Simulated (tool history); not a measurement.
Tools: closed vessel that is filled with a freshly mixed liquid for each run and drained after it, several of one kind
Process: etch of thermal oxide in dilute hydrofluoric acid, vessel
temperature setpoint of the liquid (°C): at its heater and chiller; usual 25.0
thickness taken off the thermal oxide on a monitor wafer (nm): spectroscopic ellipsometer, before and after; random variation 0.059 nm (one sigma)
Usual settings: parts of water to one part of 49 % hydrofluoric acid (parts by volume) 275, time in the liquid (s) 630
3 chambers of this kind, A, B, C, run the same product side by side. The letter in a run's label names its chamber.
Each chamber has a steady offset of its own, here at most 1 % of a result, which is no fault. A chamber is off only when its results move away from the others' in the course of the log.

run	hour	temperature setpoint of the liquid (°C)	parts of water to one part of 49 % hydrofluoric acid (parts by volume)	time in the liquid (s)	hours since the thermometer was replaced	hours since the hydrofluoric acid flow meter was replaced	read-back film thickness of the thermal oxide reference wafer, read on the same gauge (nm)	thickness taken off the thermal oxide on a monitor wafer (nm)
1C	12.2	25.0	275	630	870.0	950.0	150.04	8.9846
2A	24.6	25.0	275	630	825.8	812.6	150.01	9.0878
3B	37.0	25.0	275	630	527.1	917.4	150.02	9.1391
4A	42.5	25.0	275	630	843.7	830.5	149.98	9.1701
5B	54.9	25.0	275	630	545.0	935.3	150.05	9.3003
6C	62.0	25.0	155	630	919.8	999.8	149.96	18.6130
7C	74.6	25.0	155	630	932.4	1012.4	149.99	18.5770
8A	80.8	25.0	155	630	882.0	868.8	150.02	18.6590
9B	88.3	26.5	220	630	578.4	968.7	149.98	12.8310
10A	96.7	26.5	220	630	897.9	884.7	150.01	12.8190
11C	107.1	26.5	220	630	964.9	1044.9	149.94	12.8960
12B	115.7	25.0	275	630	605.8	996.1	149.99	9.2605
13C	125.4	25.0	275	630	983.2	1063.2	150.01	9.0517
14A	131.5	25.0	360	450	932.7	919.5	150.02	4.5713
15B	139.3	25.0	360	450	629.4	1019.7	149.98	4.6587
16B	148.7	25.0	360	450	638.8	1029.1	149.99	4.5545
17C	159.5	25.0	275	630	1017.3	1097.3	150.03	9.0922
18A	168.2	26.5	275	630	969.4	956.2	150.04	9.6095
19A	177.9	26.5	275	630	979.1	965.9	150.03	9.6409
20B	188.0	26.5	275	630	678.1	1068.4	150.00	9.7437
21C	195.6	25.0	275	630	1053.4	1133.4	150.03	9.0548
22B	203.5	25.0	375	630	693.6	1083.9	149.97	6.1156
23A	212.1	25.0	375	630	1013.3	1000.1	149.97	6.0370
24C	219.5	25.0	375	630	1077.3	1157.3	149.97	5.9842
25C	230.7	25.0	275	630	1088.5	1168.5	150.01	9.0610
26A	236.8	25.0	275	630	1038.0	1024.8	149.98	9.2202
27B	249.2	25.0	275	630	739.3	1129.6	149.96	9.0914
28C	258.9	25.0	275	630	1116.7	1196.7	150.02	9.1442
29B	267.3	25.0	275	630	757.4	1147.7	150.02	9.2559

All 3 chambers run these settings next. Forecast each chamber's results:
30A	276.4	25.0	185	630				?
30B	276.4	25.0	185	630				?
30C	276.4	25.0	185	630				?

run	thickness taken off the thermal oxide on a monitor wafer (nm)
30A	15.0370
30B	14.8970
30C	14.9480
